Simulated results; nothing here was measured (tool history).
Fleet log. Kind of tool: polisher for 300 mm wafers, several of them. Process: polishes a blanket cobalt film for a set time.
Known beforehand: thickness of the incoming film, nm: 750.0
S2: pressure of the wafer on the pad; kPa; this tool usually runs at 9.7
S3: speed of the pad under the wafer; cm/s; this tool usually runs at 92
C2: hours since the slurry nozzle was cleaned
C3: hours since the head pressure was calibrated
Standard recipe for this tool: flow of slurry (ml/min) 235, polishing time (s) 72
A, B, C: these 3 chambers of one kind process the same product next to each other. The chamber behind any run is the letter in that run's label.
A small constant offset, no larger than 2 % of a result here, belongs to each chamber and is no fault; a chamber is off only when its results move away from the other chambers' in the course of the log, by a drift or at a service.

Run 1A, hour 5.6: usual settings; wafers polished on this pad 218; C2 60.1; C3 263.7. Result: film removed (nm) 271.46.
Run 2B, hour 10.6: usual settings; wafers polished on this pad 729; C2 122.2; C3 111.8. Result: film removed (nm) 273.3.
Run 3C, hour 18: usual settings; wafers polished on this pad 529; C2 741; C3 114.6. Result: film removed (nm) 267.07.
Run 4B, hour 25.3: usual settings; wafers polished on this pad 848; C2 136.9; C3 126.5. Result: film removed (nm) 272.35.
At hour 33.8: chamber B: worn pad replaced by a new one.
Run 5A, hour 35.5: usual settings; wafers polished on this pad 460; C2 90; C3 293.6. Result: film removed (nm) 266.65.
At hour 39.8: chamber C: slurry nozzle cleaned.
At hour 44.3: chamber C: worn pad replaced by a new one.
Run 6C, hour 45.1: usual settings; wafers polished on this pad 6; C2 5.4; C3 141.7. Result: film removed (nm) 270.05.
Run 7C, hour 52.1: usual settings but polishing time (s) 48; wafers polished on this pad 63; C2 12.4; C3 148.7. Result: film removed (nm) 178.16.
Run 8A, hour 61.7: usual settings but polishing time (s) 48; wafers polished on this pad 673; C2 116.2; C3 319.8. Result: film removed (nm) 177.61.
Run 9B, hour 68: usual settings but polishing time (s) 48; wafers polished on this pad 277; C2 179.6; C3 169.2. Result: film removed (nm) 182.56.
Run 10A, hour 76.2: usual settings; wafers polished on this pad 790; C2 130.7; C3 334.3. Result: film removed (nm) 266.69.
Run 11C, hour 81.8: usual settings; wafers polished on this pad 304; C2 42.1; C3 178.4. Result: film removed (nm) 266.48.
Run 12B, hour 91.7: usual settings; wafers polished on this pad 469; C2 203.3; C3 192.9. Result: film removed (nm) 274.29.
Run 13B, hour 101.5: usual settings; wafers polished on this pad 549; C2 213.1; C3 202.7. Result: film removed (nm) 268.37.
Run 14C, hour 108.8: usual settings; wafers polished on this pad 522; C2 69.1; C3 205.4. Result: film removed (nm) 270.45.
Run 15A, hour 114.3: usual settings; wafers polished on this pad 1099; C2 168.8; C3 372.4. Result: film removed (nm) 266.81.
At hour 121.4: chamber A: head pressure recalibrated.
At hour 121.9: chamber C: worn pad replaced by a new one.
Run 16B, hour 122.4: usual settings; wafers polished on this pad 718; C2 234; C3 223.6. Result: film removed (nm) 271.71.
Run 17C, hour 130.7: usual settings; wafers polished on this pad 71; C2 91; C3 227.3. Result: film removed (nm) 270.06.
At hour 137.3: chamber B: worn pad replaced by a new one.
Run 18A, hour 141: usual settings; wafers polished on this pad 1315; C2 195.5; C3 19.6. Result: film removed (nm) 270.89.
At hour 141.4: chamber A: slurry nozzle cleaned.
Run 19A, hour 152: usual settings; wafers polished on this pad 1404; C2 10.6; C3 30.6. Result: film removed (nm) 273.43.
At hour 157.3: chamber A: worn pad replaced by a new one.
Run 20B, hour 161.5: usual settings; wafers polished on this pad 196; C2 273.1; C3 262.7. Result: film removed (nm) 267.4.
Run 21C, hour 168.5: usual settings; wafers polished on this pad 377; C2 128.8; C3 265.1. Result: film removed (nm) 271.79.
Run 22A, hour 174.2: usual settings; wafers polished on this pad 137; C2 32.8; C3 52.8. Result: film removed (nm) 270.73.
Run 23C, hour 184.9: usual settings; wafers polished on this pad 510; C2 145.2; C3 281.5. Result: film removed (nm) 270.65.
Run 24B, hour 194.3: usual settings but S3 70 cm/s, polishing time (s) 48; wafers polished on this pad 462; C2 305.9; C3 295.5. Result: film removed (nm) 133.07.
Run 25A, hour 201.1: usual settings but S3 70 cm/s, polishing time (s) 48; wafers polished on this pad 355; C2 59.7; C3 79.7. Result: film removed (nm) 137.01.
At hour 207.8: chamber C: worn pad replaced by a new one.
Run 26B, hour 211.9: usual settings but S3 70 cm/s, polishing time (s) 48; wafers polished on this pad 604; C2 323.5; C3 313.1. Result: film removed (nm) 131.04.
Run 27C, hour 218.7: usual settings but S2 11.7 kPa, polishing time (s) 58; wafers polished on this pad 88; C2 179; C3 315.3. Result: film removed (nm) 266.75.
Run 28A, hour 225.6: usual settings but S2 11.7 kPa, polishing time (s) 58; wafers polished on this pad 553; C2 84.2; C3 104.2. Result: film removed (nm) 262.99.
At hour 234.1: chamber B: worn pad replaced by a new one.
Run 29C, hour 235.1: usual settings but S2 11.7 kPa, polishing time (s) 58; wafers polished on this pad 221; C2 195.4; C3 331.7. Result: film removed (nm) 266.63.
Run 30B, hour 245.1: usual settings; wafers polished on this pad 89; C2 356.7; C3 346.3. Result: film removed (nm) 260.98.
Run 31B, hour 252: usual settings; wafers polished on this pad 145; C2 363.6; C3 353.2. Result: film removed (nm) 261.18.
Run 32C, hour 261.8: usual settings; wafers polished on this pad 437; C2 222.1; C3 358.4. Result: film removed (nm) 267.31.
Run 33A, hour 266.9: usual settings but S3 68 cm/s, polishing time (s) 80; wafers polished on this pad 888; C2 125.5; C3 145.5. Result: film removed (nm) 215.34.
Run 34C, hour 275.5: usual settings but S3 68 cm/s, polishing time (s) 80; wafers polished on this pad 548; C2 235.8; C3 372.1. Result: film removed (nm) 220.78.
Run 35A, hour 281.1: usual settings but S3 68 cm/s, polishing time (s) 80; wafers polished on this pad 1003; C2 139.7; C3 159.7. Result: film removed (nm) 222.8.
Run 36B, hour 287.3: usual settings; wafers polished on this pad 431; C2 398.9; C3 388.5. Result: film removed (nm) 253.44.

Each of the 3 chambers runs these same settings next. Fill in every chamber's results:
Run 37A, hour 295.3: usual settings but polishing time (s) 87. Result: film removed (nm) ?.
Run 37B, hour 295.3: usual settings but polishing time (s) 87. Result: film removed (nm) ?.
Run 37C, hour 295.3: usual settings but polishing time (s) 87. Result: film removed (nm) ?.

run  film removed (nm)
37A             323.59
37B              305.1
37C             325.05

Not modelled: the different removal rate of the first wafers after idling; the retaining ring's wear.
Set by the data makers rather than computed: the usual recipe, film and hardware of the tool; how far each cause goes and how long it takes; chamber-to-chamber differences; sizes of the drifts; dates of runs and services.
